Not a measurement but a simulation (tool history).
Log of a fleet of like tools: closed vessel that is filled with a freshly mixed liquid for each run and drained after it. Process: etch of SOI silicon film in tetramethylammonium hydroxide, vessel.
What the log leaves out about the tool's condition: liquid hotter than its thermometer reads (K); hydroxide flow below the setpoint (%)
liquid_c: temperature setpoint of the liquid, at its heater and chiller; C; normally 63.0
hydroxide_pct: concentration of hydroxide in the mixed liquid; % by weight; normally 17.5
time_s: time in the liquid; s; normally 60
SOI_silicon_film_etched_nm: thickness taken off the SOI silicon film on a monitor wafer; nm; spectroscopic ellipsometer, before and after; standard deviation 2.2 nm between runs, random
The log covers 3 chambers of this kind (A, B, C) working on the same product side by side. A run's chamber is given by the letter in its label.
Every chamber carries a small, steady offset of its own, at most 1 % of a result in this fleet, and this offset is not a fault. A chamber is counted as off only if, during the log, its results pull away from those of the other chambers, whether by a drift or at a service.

| run | hour | liquid_c | hydroxide_pct | time_s | hours since the thermometer was replaced | hours since the hydroxide flow meter was replaced | read-back film thickness of the SOI silicon film reference wafer, read on the same gauge (nm) | SOI_silicon_film_etched_nm |
|---|---|---|---|---|---|---|---|---|
| 1B | 5.4 | 63.0 | 17.5 | 60 | 254.7 | 176.4 | 69.997 | 233.96 |
| 2C | 12.2 | 63.0 | 17.5 | 60 | 935.5 | 334.3 | 70.013 | 231.62 |
| 3A | 19.2 | 63.0 | 17.5 | 60 | 53.1 | 1801.0 | 70.003 | 226.17 |
| 4B | 25.2 | 63.0 | 17.5 | 60 | 274.5 | 196.2 | 69.993 | 231.39 |
| 5C | 32.2 | 63.0 | 17.5 | 60 | 955.5 | 354.3 | 69.991 | 233.60 |
| 6A | 35.9 | 63.0 | 17.5 | 60 | 69.8 | 1817.7 | 69.994 | 231.03 |
| 7A | 40.7 | 63.0 | 17.5 | 60 | 74.6 | 1822.5 | 69.987 | 231.77 |
| 8B | 46.1 | 63.0 | 17.5 | 60 | 295.4 | 217.1 | 69.995 | 230.07 |
| 9C | 52.1 | 63.0 | 17.5 | 60 | 975.4 | 374.2 | 69.995 | 235.04 |
| 10A | 57.3 | 63.0 | 17.5 | 60 | 91.2 | 1839.1 | 70.013 | 228.80 |
| 11B | 63.0 | 63.0 | 17.5 | 60 | 312.3 | 234.0 | 70.002 | 234.31 |
| 12C | 68.4 | 63.0 | 17.5 | 60 | 991.7 | 390.5 | 69.984 | 235.04 |
| 13A | 74.7 | 70.5 | 17.5 | 60 | 108.6 | 1856.5 | 70.006 | 361.34 |
| 14B | 80.0 | 70.5 | 17.5 | 60 | 329.3 | 251.0 | 69.997 | 367.12 |
| 15C | 85.9 | 70.5 | 17.5 | 60 | 1009.2 | 408.0 | 70.013 | 374.10 |
| 16B | 89.7 | 63.0 | 17.5 | 60 | 339.0 | 260.7 | 69.998 | 227.24 |
| 17A | 93.4 | 63.0 | 21.0 | 80 | 127.3 | 1875.2 | 69.987 | 284.09 |
| 18C | 100.5 | 63.0 | 21.0 | 80 | 1023.8 | 422.6 | 70.001 | 298.37 |
| 19C | 106.9 | 63.0 | 21.0 | 80 | 1030.2 | 429.0 | 69.980 | 302.97 |
| 20A | 114.0 | 63.0 | 17.5 | 60 | 147.9 | 1895.8 | 69.983 | 229.00 |
| 21B | 119.9 | 63.0 | 17.5 | 60 | 369.2 | 290.9 | 70.005 | 230.57 |
| 22A | 126.2 | 63.0 | 17.5 | 60 | 160.1 | 1908.0 | 70.008 | 232.64 |
| 23B | 131.0 | 63.0 | 17.5 | 60 | 380.3 | 302.0 | 69.996 | 231.81 |
| 24C | 135.5 | 63.0 | 17.5 | 60 | 1058.8 | 457.6 | 70.010 | 247.18 |
| 25B | 141.4 | 63.0 | 17.5 | 60 | 390.7 | 312.4 | 69.989 | 231.23 |
| 26C | 146.6 | 63.0 | 17.5 | 60 | 1069.9 | 468.7 | 69.978 | 249.54 |
| 27A | 150.2 | 63.0 | 17.5 | 60 | 184.1 | 1932.0 | 69.985 | 231.48 |
| 28B | 155.6 | 63.0 | 17.5 | 60 | 404.9 | 326.6 | 70.009 | 233.02 |

Next, every chamber runs the same settings. What will each give?
| 29A | 160.8 | 58.5 | 17.5 | 60 |  |  |  | ? |
| 29B | 160.8 | 58.5 | 17.5 | 60 |  |  |  | ? |
| 29C | 160.8 | 58.5 | 17.5 | 60 |  |  |  | ? |

| run | SOI_silicon_film_etched_nm |
|---|---|
| 29A | 174.14 |
| 29B | 172.44 |
| 29C | 190.46 |
